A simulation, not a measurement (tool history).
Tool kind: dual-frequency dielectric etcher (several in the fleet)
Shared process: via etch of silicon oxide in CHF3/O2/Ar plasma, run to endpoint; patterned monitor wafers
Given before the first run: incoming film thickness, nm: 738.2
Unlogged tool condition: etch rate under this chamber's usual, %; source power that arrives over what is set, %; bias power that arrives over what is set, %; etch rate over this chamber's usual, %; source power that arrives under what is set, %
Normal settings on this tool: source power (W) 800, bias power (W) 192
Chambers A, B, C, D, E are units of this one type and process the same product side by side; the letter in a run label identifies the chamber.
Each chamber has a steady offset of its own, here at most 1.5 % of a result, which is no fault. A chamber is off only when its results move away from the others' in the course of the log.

run   hour  source power (W)  bias power (W)  hours since the last wet clean  hours since the last source power generator calibration  hours since the last bias power generator calibration  endpoint time (s)
 1E    6.6               800             192                             487                                                   2697.8                                                  818.9             328.27
 2C   18.8               800             192                           256.3                                                    905.6                                                   1490              326.6
 3B     32               800             192                           247.7                                                   1422.7                                                 1584.8             330.22
 4D   44.6               800             192                           199.8                                                   4280.4                                                  989.1             327.33
      46.2  -- chamber E: wet clean of the chamber
 5A   56.4               800             192                           423.8                                                      904                                                 2184.8             326.36
 6A   64.4               800             192                           431.8                                                      912                                                 2192.8              326.7
 7D   73.7               800             192                           228.9                                                   4309.5                                                 1018.2             326.73
 8C   84.4               800             192                           321.9                                                    971.2                                                 1555.6             330.66
 9B   97.5               800             192                           313.2                                                   1488.2                                                 1650.3             327.41
10E  103.5               800             192                            57.3                                                   2794.7                                                  915.8             328.22
11D  116.1               800             192                           271.3                                                   4351.9                                                 1060.6             327.93
12B  123.7               800             192                           339.4                                                   1514.4                                                 1676.5             328.83
13A  131.8               800             192                           499.2                                                    979.4                                                 2260.2             331.11
14E  140.8               910             192                            94.6                                                     2832                                                  953.1             316.38
     150.7  -- chamber A: wet clean of the chamber
15C  152.1               910             192                           389.6                                                   1038.9                                                 1623.3             309.88
16B  160.2               910             192                           375.9                                                   1550.9                                                   1713             309.52
17C    172               910             192                           409.5                                                   1058.8                                                 1643.2             309.22
18D  179.8               910             192                             335                                                   4415.6                                                 1124.3             312.02
19E  186.5               800             192                           140.3                                                   2877.7                                                  998.8             331.31
     191.9  -- chamber B: wet clean of the chamber
20A  198.9               800             192                            48.2                                                   1046.5                                                 2327.3             328.52
21D  210.8               800             192                             366                                                   4446.6                                                 1155.3             324.71
22E  218.2               800             192                             172                                                   2909.4                                                 1030.5             327.97
23C  227.8               800             192                           465.3                                                   1114.6                                                   1699             322.55
24B  238.3               800             192                            46.5                                                     1629                                                 1791.1             324.86
25A  248.5               800             192                            97.8                                                   1096.1                                                 2376.9             325.01
26C  259.5               800             192                             497                                                   1146.3                                                 1730.7             325.27
27D  267.1               800             192                           422.3                                                   4502.9                                                 1211.6             324.21
28B  274.2               800             192                            82.4                                                   1664.9                                                   1827             330.11
29A    280               980             171                           129.3                                                   1127.6                                                 2408.4             314.19
     285.5  -- chamber D: wet clean of the chamber
30E  286.2               980             171                             240                                                   2977.4                                                 1098.5             315.97
31A  298.9               980             171                           148.2                                                   1146.5                                                 2427.3              311.8
32E  305.5               980             171                           259.3                                                   2996.7                                                 1117.8                316
33B  312.1               980             171                           120.3                                                   1702.8                                                 1864.9             311.56
34D  320.1               800             192                            34.6                                                   4555.9                                                 1264.6             332.47
35C  326.2               800             192                           563.7                                                     1213                                                 1797.4             313.99
36B  337.4               800             192                           145.6                                                   1728.1                                                 1890.2             329.78
37D  347.3               800             192                            61.8                                                   4583.1                                                 1291.8             324.51

The same settings go to every chamber for the next run, one line per chamber below. Forecast the results for each:
38A  356.8               630             192                                                                                                                                                                  ?
38B  356.8               630             192                                                                                                                                                                  ?
38C  356.8               630             192                                                                                                                                                                  ?
38D  356.8               630             192                                                                                                                                                                  ?
38E  356.8               630             192                                                                                                                                                                  ?

run  endpoint time (s)
38A             359.92
38B             357.57
38C             348.77
38D             354.48
38E             363.85

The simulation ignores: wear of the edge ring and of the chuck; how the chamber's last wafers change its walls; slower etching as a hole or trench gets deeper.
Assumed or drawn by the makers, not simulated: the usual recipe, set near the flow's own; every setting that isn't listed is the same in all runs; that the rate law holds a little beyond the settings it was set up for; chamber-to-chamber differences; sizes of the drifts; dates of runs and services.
